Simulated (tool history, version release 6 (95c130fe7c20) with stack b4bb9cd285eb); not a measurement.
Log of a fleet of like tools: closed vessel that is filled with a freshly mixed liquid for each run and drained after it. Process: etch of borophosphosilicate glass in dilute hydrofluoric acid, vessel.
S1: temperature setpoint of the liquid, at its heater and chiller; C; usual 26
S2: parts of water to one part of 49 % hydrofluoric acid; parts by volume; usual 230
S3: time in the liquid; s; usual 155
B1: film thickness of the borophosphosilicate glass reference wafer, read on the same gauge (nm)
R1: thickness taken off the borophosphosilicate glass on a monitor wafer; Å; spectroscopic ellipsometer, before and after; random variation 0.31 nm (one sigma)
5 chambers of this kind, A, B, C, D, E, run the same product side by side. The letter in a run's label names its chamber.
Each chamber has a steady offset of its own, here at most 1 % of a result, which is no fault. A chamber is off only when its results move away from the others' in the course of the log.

Run 1C, day 0.246: usual settings; B1 40.002. Result: R1 382.31 Å.
Run 2A, day 0.438: usual settings; B1 39.964. Result: R1 382.05 Å.
Run 3E, day 0.642: usual settings; B1 40.009. Result: R1 383.89 Å.
Run 4B, day 0.858: usual settings; B1 39.995. Result: R1 380.32 Å.
Run 5D, day 0.979: usual settings; B1 39.988. Result: R1 380.77 Å.
Run 6E, day 1.196: usual settings; B1 39.992. Result: R1 382.92 Å.
Run 7D, day 1.379: usual settings; B1 40.013. Result: R1 380.88 Å.
Run 8C, day 1.500: usual settings but S2 195 parts by volume; B1 39.982. Result: R1 461.87 Å.
Run 9A, day 1.712: usual settings but S2 195 parts by volume; B1 39.998. Result: R1 459.87 Å.
Run 10B, day 1.838: usual settings but S2 195 parts by volume; B1 40.022. Result: R1 471.82 Å.
Run 11B, day 2.042: usual settings but S2 195 parts by volume; B1 40.034. Result: R1 469.51 Å.
Run 12D, day 2.188: usual settings but S2 195 parts by volume; B1 39.998. Result: R1 470.82 Å.
Run 13C, day 2.392: usual settings but S2 155 parts by volume, S3 220 s; B1 40.020. Result: R1 863.01 Å.
Run 14A, day 2.592: usual settings but S2 155 parts by volume, S3 220 s; B1 39.966. Result: R1 859.19 Å.
Run 15E, day 2.804: usual settings but S2 155 parts by volume, S3 220 s; B1 39.999. Result: R1 885.96 Å.
Run 16D, day 2.921: usual settings but S2 155 parts by volume, S3 220 s; B1 39.971. Result: R1 887.13 Å.
Run 17A, day 3.150: usual settings but S2 155 parts by volume, S3 220 s; B1 39.987. Result: R1 849.59 Å.
Run 18B, day 3.308: usual settings; B1 39.973. Result: R1 382.14 Å.
Run 19E, day 3.438: usual settings; B1 40.039. Result: R1 381.05 Å.
Run 20C, day 3.604: usual settings but S3 95 s; B1 40.002. Result: R1 230.37 Å.
Run 21D, day 3.850: usual settings but S3 95 s; B1 40.027. Result: R1 234.01 Å.
Run 22E, day 3.954: usual settings but S3 95 s; B1 39.985. Result: R1 237.65 Å.
Run 23C, day 4.079: usual settings but S3 95 s; B1 40.021. Result: R1 230.14 Å.
Run 24A, day 4.238: usual settings but S3 95 s; B1 39.995. Result: R1 223.54 Å.
Run 25B, day 4.479: usual settings; B1 39.999. Result: R1 385.30 Å.
Run 26E, day 4.617: usual settings; B1 40.017. Result: R1 381.07 Å.
Run 27A, day 4.792: usual settings; B1 39.995. Result: R1 356.71 Å.
Run 28D, day 4.992: usual settings; B1 39.999. Result: R1 381.92 Å.
Run 29B, day 5.212: usual settings; B1 40.045. Result: R1 379.74 Å.
Run 30C, day 5.425: usual settings; B1 40.038. Result: R1 376.92 Å.
Run 31D, day 5.562: usual settings; B1 39.998. Result: R1 387.18 Å.

Next, every chamber runs the same settings. What will each give?
Run 32A, day 5.742: usual settings but S3 185 s. Result: R1 ?.
Run 32B, day 5.742: usual settings but S3 185 s. Result: R1 ?.
Run 32C, day 5.742: usual settings but S3 185 s. Result: R1 ?.
Run 32D, day 5.742: usual settings but S3 185 s. Result: R1 ?.
Run 32E, day 5.742: usual settings but S3 185 s. Result: R1 ?.

run      R1
32A  416.67
32B  458.12
32C  453.06
32D  458.08
32E  453.89
